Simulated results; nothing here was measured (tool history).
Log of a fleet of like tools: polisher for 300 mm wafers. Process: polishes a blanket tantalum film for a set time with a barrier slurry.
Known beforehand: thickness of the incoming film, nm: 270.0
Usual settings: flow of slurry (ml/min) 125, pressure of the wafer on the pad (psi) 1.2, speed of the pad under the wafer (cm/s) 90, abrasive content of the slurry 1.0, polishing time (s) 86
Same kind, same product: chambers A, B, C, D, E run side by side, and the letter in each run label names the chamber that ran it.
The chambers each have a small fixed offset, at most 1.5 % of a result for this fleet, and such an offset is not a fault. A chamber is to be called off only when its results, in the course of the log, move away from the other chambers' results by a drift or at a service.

run,day,flow of slurry (ml/min),pressure of the wafer on the pad (psi),speed of the pad under the wafer (cm/s),abrasive content of the slurry,polishing time (s),film removed (angstrom)
# day 0.329: chamber B: worn pad replaced by a new one
1B,0.600,125,1.2,90,1.0,86,797.23
# day 0.950: chamber A: worn pad replaced by a new one
2A,1.121,125,1.2,90,1.0,86,768.32
# day 1.196: chamber D: worn pad replaced by a new one
3E,1.571,125,1.2,90,1.0,86,785.60
# day 1.650: chamber D: slurry blender recalibrated
4D,2.017,125,1.2,90,1.0,86,793.15
# day 2.075: chamber A: head pressure recalibrated
5C,2.412,125,1.2,90,1.0,86,804.85
# day 2.454: chamber E: worn pad replaced by a new one
# day 2.900: chamber C: worn pad replaced by a new one
6A,2.988,125,1.2,90,1.0,86,805.66
7D,3.317,125,1.2,90,1.0,86,804.99
# day 3.575: chamber B: worn pad replaced by a new one
8C,3.729,125,1.2,90,1.0,86,810.90
# day 4.000: chamber B: slurry nozzle cleaned
9B,4.204,125,1.2,90,1.0,86,820.08
# day 4.325: chamber A: worn pad replaced by a new one
# day 4.483: chamber C: slurry nozzle cleaned
10E,4.512,125,1.2,90,1.0,86,769.61
11E,5.062,125,1.2,90,1.0,86,795.26
# day 5.454: chamber B: slurry blender recalibrated
# day 5.529: chamber E: worn pad replaced by a new one
12A,5.571,125,1.4,90,1.0,86,939.66
# day 6.125: chamber D: slurry blender recalibrated
13C,6.146,125,1.4,90,1.0,86,945.99
14D,6.488,125,1.4,90,1.0,86,911.40
15B,6.829,125,1.4,90,1.0,86,958.89
# day 6.971: chamber D: worn pad replaced by a new one
# day 7.029: chamber B: worn pad replaced by a new one
# day 7.179: chamber C: worn pad replaced by a new one
16C,7.312,125,1.4,90,1.0,86,962.27
17A,7.650,125,1.2,90,1.0,86,787.07
# day 8.071: chamber A: worn pad replaced by a new one
18E,8.096,125,0.9,90,1.0,86,595.16
19B,8.588,125,0.9,90,1.0,86,610.21
# day 8.608: chamber E: worn pad replaced by a new one
# day 8.829: chamber A: slurry blender recalibrated
20D,9.008,125,0.9,90,1.0,86,599.42
21C,9.383,125,0.9,90,1.0,86,629.56
22B,10.033,125,0.9,90,1.0,86,604.92
# day 10.171: chamber B: worn pad replaced by a new one
23D,10.538,125,1.2,90,1.0,86,813.22
# day 10.608: chamber C: worn pad replaced by a new one
24A,11.025,125,1.2,90,1.0,86,790.56
# day 11.425: chamber D: slurry blender recalibrated
# day 11.550: chamber C: slurry blender recalibrated
25E,11.633,125,1.2,90,1.0,86,796.69
# day 11.738: chamber E: worn pad replaced by a new one
# day 11.912: chamber A: worn pad replaced by a new one
# day 11.938: chamber D: slurry nozzle cleaned
26E,12.262,125,1.2,90,0.9,86,758.61
# day 12.700: chamber D: worn pad replaced by a new one
27B,12.892,125,1.2,90,0.9,86,777.29
# day 13.229: chamber B: worn pad replaced by a new one
28A,13.262,125,1.2,90,0.9,86,767.00
# day 13.850: chamber B: slurry blender recalibrated
29D,13.908,125,1.2,90,0.9,86,767.26
# day 14.271: chamber E: slurry nozzle cleaned
30C,14.379,125,1.2,90,0.9,86,843.90
# day 14.558: chamber C: worn pad replaced by a new one
31A,15.058,125,1.2,90,1.0,86,781.41
# day 15.142: chamber E: worn pad replaced by a new one
32C,15.396,125,1.2,90,1.0,86,874.67
# day 15.675: chamber E: slurry blender recalibrated
33D,15.783,125,1.2,90,1.0,86,786.87
34B,16.279,125,1.2,90,1.0,86,808.50
35E,16.812,100,1.2,90,1.0,86,742.72

The same settings go to every chamber for the next run, one line per chamber below. Forecast the results for each:
36A,17.304,125,1.2,90,1.0,76,?
36B,17.304,125,1.2,90,1.0,76,?
36C,17.304,125,1.2,90,1.0,76,?
36D,17.304,125,1.2,90,1.0,76,?
36E,17.304,125,1.2,90,1.0,76,?

run,film removed (angstrom)
36A,705.77
36B,717.08
36C,780.26
36D,718.44
36E,713.87

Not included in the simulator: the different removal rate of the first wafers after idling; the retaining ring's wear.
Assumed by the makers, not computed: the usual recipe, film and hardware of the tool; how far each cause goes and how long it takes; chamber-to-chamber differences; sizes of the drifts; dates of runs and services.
